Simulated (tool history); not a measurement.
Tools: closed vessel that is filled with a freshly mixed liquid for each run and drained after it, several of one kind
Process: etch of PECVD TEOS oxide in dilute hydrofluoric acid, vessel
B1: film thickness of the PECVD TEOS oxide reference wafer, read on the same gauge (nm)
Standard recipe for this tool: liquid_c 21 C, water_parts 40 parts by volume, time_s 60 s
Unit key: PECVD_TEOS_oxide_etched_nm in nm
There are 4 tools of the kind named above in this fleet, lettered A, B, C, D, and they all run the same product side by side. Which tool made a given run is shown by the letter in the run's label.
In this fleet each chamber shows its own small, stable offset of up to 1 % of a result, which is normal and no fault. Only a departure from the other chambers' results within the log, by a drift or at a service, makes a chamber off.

{"run": "1A", "hour": 6.6, "liquid_c": 21, "water_parts": 40, "time_s": 60, "B1": 29.961, "PECVD_TEOS_oxide_etched_nm": 21.129}
{"run": "2B", "hour": 12.9, "liquid_c": 21, "water_parts": 40, "time_s": 60, "B1": 29.994, "PECVD_TEOS_oxide_etched_nm": 20.811}
{"run": "3C", "hour": 20.1, "liquid_c": 21, "water_parts": 40, "time_s": 60, "B1": 29.995, "PECVD_TEOS_oxide_etched_nm": 21.104}
{"run": "4D", "hour": 26.0, "liquid_c": 21, "water_parts": 40, "time_s": 60, "B1": 29.997, "PECVD_TEOS_oxide_etched_nm": 21.148}
{"run": "5C", "hour": 30.0, "liquid_c": 21, "water_parts": 40, "time_s": 60, "B1": 29.956, "PECVD_TEOS_oxide_etched_nm": 21.247}
{"run": "6D", "hour": 35.3, "liquid_c": 21, "water_parts": 40, "time_s": 60, "B1": 30.009, "PECVD_TEOS_oxide_etched_nm": 21.196}
{"run": "7A", "hour": 43.2, "liquid_c": 21, "water_parts": 40, "time_s": 60, "B1": 29.994, "PECVD_TEOS_oxide_etched_nm": 21.538}
{"run": "8B", "hour": 47.4, "liquid_c": 21, "water_parts": 40, "time_s": 60, "B1": 29.996, "PECVD_TEOS_oxide_etched_nm": 21.022}
{"run": "9B", "hour": 55.2, "liquid_c": 21, "water_parts": 40, "time_s": 60, "B1": 29.993, "PECVD_TEOS_oxide_etched_nm": 20.97}
{"run": "10C", "hour": 61.6, "liquid_c": 21, "water_parts": 40, "time_s": 60, "B1": 29.988, "PECVD_TEOS_oxide_etched_nm": 21.57}
{"run": "11D", "hour": 67.3, "liquid_c": 21, "water_parts": 40, "time_s": 60, "B1": 29.99, "PECVD_TEOS_oxide_etched_nm": 21.025}
{"run": "12A", "hour": 72.0, "liquid_c": 21, "water_parts": 40, "time_s": 60, "B1": 29.981, "PECVD_TEOS_oxide_etched_nm": 21.411}
{"run": "13D", "hour": 77.0, "liquid_c": 21, "water_parts": 40, "time_s": 60, "B1": 30.025, "PECVD_TEOS_oxide_etched_nm": 21.054}
{"run": "14C", "hour": 86.1, "liquid_c": 21, "water_parts": 40, "time_s": 60, "B1": 29.984, "PECVD_TEOS_oxide_etched_nm": 21.933}
{"run": "15A", "hour": 95.3, "liquid_c": 21, "water_parts": 40, "time_s": 60, "B1": 30.049, "PECVD_TEOS_oxide_etched_nm": 21.4}
{"run": "16B", "hour": 103.4, "liquid_c": 21, "water_parts": 40, "time_s": 60, "B1": 29.956, "PECVD_TEOS_oxide_etched_nm": 21.108}
{"run": "17D", "hour": 109.8, "liquid_c": 21, "water_parts": 40, "time_s": 60, "B1": 30.012, "PECVD_TEOS_oxide_etched_nm": 21.194}
{"run": "18A", "hour": 115.3, "liquid_c": 21, "water_parts": 20, "time_s": 70, "B1": 29.985, "PECVD_TEOS_oxide_etched_nm": 51.162}
{"run": "19B", "hour": 120.4, "liquid_c": 21, "water_parts": 20, "time_s": 70, "B1": 30.012, "PECVD_TEOS_oxide_etched_nm": 50.32}
{"run": "20C", "hour": 124.7, "liquid_c": 21, "water_parts": 20, "time_s": 70, "B1": 29.982, "PECVD_TEOS_oxide_etched_nm": 51.763}
{"run": "21A", "hour": 130.3, "liquid_c": 21, "water_parts": 20, "time_s": 70, "B1": 29.986, "PECVD_TEOS_oxide_etched_nm": 50.736}
{"run": "22D", "hour": 139.3, "liquid_c": 21, "water_parts": 40, "time_s": 60, "B1": 30.007, "PECVD_TEOS_oxide_etched_nm": 20.892}
{"run": "23C", "hour": 144.1, "liquid_c": 21, "water_parts": 40, "time_s": 60, "B1": 29.999, "PECVD_TEOS_oxide_etched_nm": 22.297}
{"run": "24B", "hour": 149.9, "liquid_c": 21, "water_parts": 40, "time_s": 60, "B1": 29.974, "PECVD_TEOS_oxide_etched_nm": 21.216}
{"run": "25C", "hour": 155.3, "liquid_c": 21, "water_parts": 40, "time_s": 60, "B1": 30, "PECVD_TEOS_oxide_etched_nm": 22.206}
{"run": "26D", "hour": 160.9, "liquid_c": 21, "water_parts": 40, "time_s": 60, "B1": 30.003, "PECVD_TEOS_oxide_etched_nm": 21.306}

Does one chamber stand apart from the rest, does the shared gauge drift, or is all well apart from small per-chamber offsets? Give the chamber and the most likely cause, where there is one.

One chamber, C, drifts off from the rest bit by bit.
Most likely cause: liquid hotter than its thermometer reads (K) = 1.29.
From this log alone, it may not be told apart from: hydrofluoric acid flow above the setpoint (%).

Here are 4 candidates for chamber C's next run, each the usual settings with a change, their results left as question marks. Which one brings its results back in line with what the others give on the usual settings?
Counts as in line when no further than this from what the other chambers average on the usual settings: PECVD_TEOS_oxide_etched_nm 0.43 nm
{"run": "27C-1", "hour": 167.6, "liquid_c": 19.5, "water_parts": 40, "time_s": 60, "PECVD_TEOS_oxide_etched_nm": "?"}
{"run": "27C-2", "hour": 167.6, "liquid_c": 22.5, "water_parts": 40, "time_s": 60, "PECVD_TEOS_oxide_etched_nm": "?"}
{"run": "27C-3", "hour": 167.6, "liquid_c": 24, "water_parts": 40, "time_s": 60, "PECVD_TEOS_oxide_etched_nm": "?"}
{"run": "27C-4", "hour": 167.6, "liquid_c": 20.5, "water_parts": 40, "time_s": 55, "PECVD_TEOS_oxide_etched_nm": "?"}

On the usual settings, the other chambers give on average: PECVD_TEOS_oxide_etched_nm 21.168 nm
run=27C-1 PECVD_TEOS_oxide_etched_nm=21.071
run=27C-2 PECVD_TEOS_oxide_etched_nm=23.864
run=27C-3 PECVD_TEOS_oxide_etched_nm=25.369
run=27C-4 PECVD_TEOS_oxide_etched_nm=20.143
With 27C-1, the chamber falls back in line with the rest.
